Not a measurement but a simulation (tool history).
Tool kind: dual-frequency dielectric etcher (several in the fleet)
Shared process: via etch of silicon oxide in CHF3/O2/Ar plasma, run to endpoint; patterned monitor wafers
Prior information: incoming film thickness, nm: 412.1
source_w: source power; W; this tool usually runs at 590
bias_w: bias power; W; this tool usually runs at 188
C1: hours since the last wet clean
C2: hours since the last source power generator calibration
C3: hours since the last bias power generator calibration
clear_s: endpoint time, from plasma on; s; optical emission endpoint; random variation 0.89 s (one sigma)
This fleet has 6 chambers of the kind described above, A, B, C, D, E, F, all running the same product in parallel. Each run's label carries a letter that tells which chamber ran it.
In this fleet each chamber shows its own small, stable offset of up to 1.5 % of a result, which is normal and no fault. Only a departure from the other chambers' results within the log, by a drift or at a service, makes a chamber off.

run 1C hour=2.6 | source_w=590 bias_w=188 | C1=64.5 C2=1127.2 C3=2302.1 | clear_s=204.77
run 2F hour=5.5 | source_w=590 bias_w=188 | C1=273.4 C2=3865.5 C3=1524.3 | clear_s=206.46
run 3D hour=9.8 | source_w=590 bias_w=188 | C1=156.9 C2=1419.1 C3=3204.0 | clear_s=206.43
run 4A hour=12.5 | source_w=590 bias_w=188 | C1=186.6 C2=1014.8 C3=830.4 | clear_s=206.63
run 5E hour=17.1 | source_w=590 bias_w=188 | C1=461.5 C2=1811.6 C3=4434.1 | clear_s=205.57
run 6B hour=20.3 | source_w=590 bias_w=188 | C1=122.0 C2=1054.4 C3=1439.4 | clear_s=206.80
run 7B hour=24.2 | source_w=590 bias_w=188 | C1=125.9 C2=1058.3 C3=1443.3 | clear_s=205.11
run 8E hour=27.2 | source_w=730 bias_w=188 | C1=471.6 C2=1821.7 C3=4444.2 | clear_s=190.59
run 9A hour=31.7 | source_w=730 bias_w=188 | C1=205.8 C2=1034.0 C3=849.6 | clear_s=190.68
run 10C hour=35.8 | source_w=730 bias_w=188 | C1=97.7 C2=1160.4 C3=2335.3 | clear_s=188.88
run 11D hour=39.3 | source_w=730 bias_w=188 | C1=186.4 C2=1448.6 C3=3233.5 | clear_s=192.03
run 12F hour=43.7 | source_w=730 bias_w=188 | C1=311.6 C2=3903.7 C3=1562.5 | clear_s=188.55
run 13B hour=47.6 | source_w=730 bias_w=188 | C1=149.3 C2=1081.7 C3=1466.7 | clear_s=191.08
run 14A hour=51.2 | source_w=590 bias_w=188 | C1=225.3 C2=1053.5 C3=869.1 | clear_s=205.91
run 15C hour=53.7 | source_w=590 bias_w=188 | C1=115.6 C2=1178.3 C3=2353.2 | clear_s=203.70
run 16D hour=57.8 | source_w=590 bias_w=188 | C1=204.9 C2=1467.1 C3=3252.0 | clear_s=207.66
run 17F hour=60.0 | source_w=590 bias_w=188 | C1=327.9 C2=3920.0 C3=1578.8 | clear_s=203.80
run 18E hour=62.2 | source_w=590 bias_w=188 | C1=506.6 C2=1856.7 C3=4479.2 | clear_s=208.17
run 19B hour=65.5 | source_w=590 bias_w=188 | C1=167.2 C2=1099.6 C3=1484.6 | clear_s=209.37
run 20D hour=67.8 | source_w=440 bias_w=152 | C1=214.9 C2=1477.1 C3=3262.0 | clear_s=249.20
run 21A hour=71.7 | source_w=440 bias_w=152 | C1=245.8 C2=1074.0 C3=889.6 | clear_s=250.79
run 22C hour=74.7 | source_w=440 bias_w=152 | C1=136.6 C2=1199.3 C3=2374.2 | clear_s=245.60
run 23E hour=79.1 | source_w=440 bias_w=152 | C1=523.5 C2=1873.6 C3=4496.1 | clear_s=247.80
run 24F hour=82.4 | source_w=440 bias_w=152 | C1=350.3 C2=3942.4 C3=1601.2 | clear_s=244.68
run 25B hour=86.7 | source_w=440 bias_w=152 | C1=188.4 C2=1120.8 C3=1505.8 | clear_s=250.46
run 26A hour=90.5 | source_w=590 bias_w=188 | C1=264.6 C2=1092.8 C3=908.4 | clear_s=207.99
run 27F hour=93.7 | source_w=590 bias_w=149 | C1=361.6 C2=3953.7 C3=1612.5 | clear_s=221.49
-- hour=95.9 chamber E: wet clean of the chamber
run 28C hour=96.7 | source_w=590 bias_w=149 | C1=158.6 C2=1221.3 C3=2396.2 | clear_s=219.43
run 29D hour=100.9 | source_w=590 bias_w=149 | C1=248.0 C2=1510.2 C3=3295.1 | clear_s=224.11
run 30E hour=103.5 | source_w=590 bias_w=149 | C1=7.6 C2=1898.0 C3=4520.5 | clear_s=220.69
run 31B hour=107.2 | source_w=590 bias_w=149 | C1=208.9 C2=1141.3 C3=1526.3 | clear_s=227.85
run 32F hour=110.1 | source_w=590 bias_w=149 | C1=378.0 C2=3970.1 C3=1628.9 | clear_s=220.58
run 33C hour=113.5 | source_w=590 bias_w=188 | C1=175.4 C2=1238.1 C3=2413.0 | clear_s=203.87
run 34A hour=117.8 | source_w=590 bias_w=188 | C1=291.9 C2=1120.1 C3=935.7 | clear_s=206.87
run 35E hour=121.9 | source_w=590 bias_w=188 | C1=26.0 C2=1916.4 C3=4538.9 | clear_s=206.48
run 36D hour=124.9 | source_w=590 bias_w=188 | C1=272.0 C2=1534.2 C3=3319.1 | clear_s=207.86
run 37C hour=129.4 | source_w=590 bias_w=188 | C1=191.3 C2=1254.0 C3=2428.9 | clear_s=203.63
run 38F hour=133.5 | source_w=590 bias_w=188 | C1=401.4 C2=3993.5 C3=1652.3 | clear_s=205.74
run 39E hour=136.8 | source_w=590 bias_w=188 | C1=40.9 C2=1931.3 C3=4553.8 | clear_s=204.55
run 40B hour=140.8 | source_w=590 bias_w=188 | C1=242.5 C2=1174.9 C3=1559.9 | clear_s=214.37
run 41A hour=143.6 | source_w=590 bias_w=188 | C1=317.7 C2=1145.9 C3=961.5 | clear_s=206.68
run 42D hour=146.4 | source_w=590 bias_w=188 | C1=293.5 C2=1555.7 C3=3340.6 | clear_s=206.68

Predict what each chamber gives when all 6 of them run the settings below next.
run 43A hour=149.7 | source_w=590 bias_w=188 | clear_s=?
run 43B hour=149.7 | source_w=590 bias_w=188 | clear_s=?
run 43C hour=149.7 | source_w=590 bias_w=188 | clear_s=?
run 43D hour=149.7 | source_w=590 bias_w=188 | clear_s=?
run 43E hour=149.7 | source_w=590 bias_w=188 | clear_s=?
run 43F hour=149.7 | source_w=590 bias_w=188 | clear_s=?

run=43A clear_s=206.88
run=43B clear_s=214.52
run=43C clear_s=205.33
run=43D clear_s=207.26
run=43E clear_s=204.82
run=43F clear_s=204.54

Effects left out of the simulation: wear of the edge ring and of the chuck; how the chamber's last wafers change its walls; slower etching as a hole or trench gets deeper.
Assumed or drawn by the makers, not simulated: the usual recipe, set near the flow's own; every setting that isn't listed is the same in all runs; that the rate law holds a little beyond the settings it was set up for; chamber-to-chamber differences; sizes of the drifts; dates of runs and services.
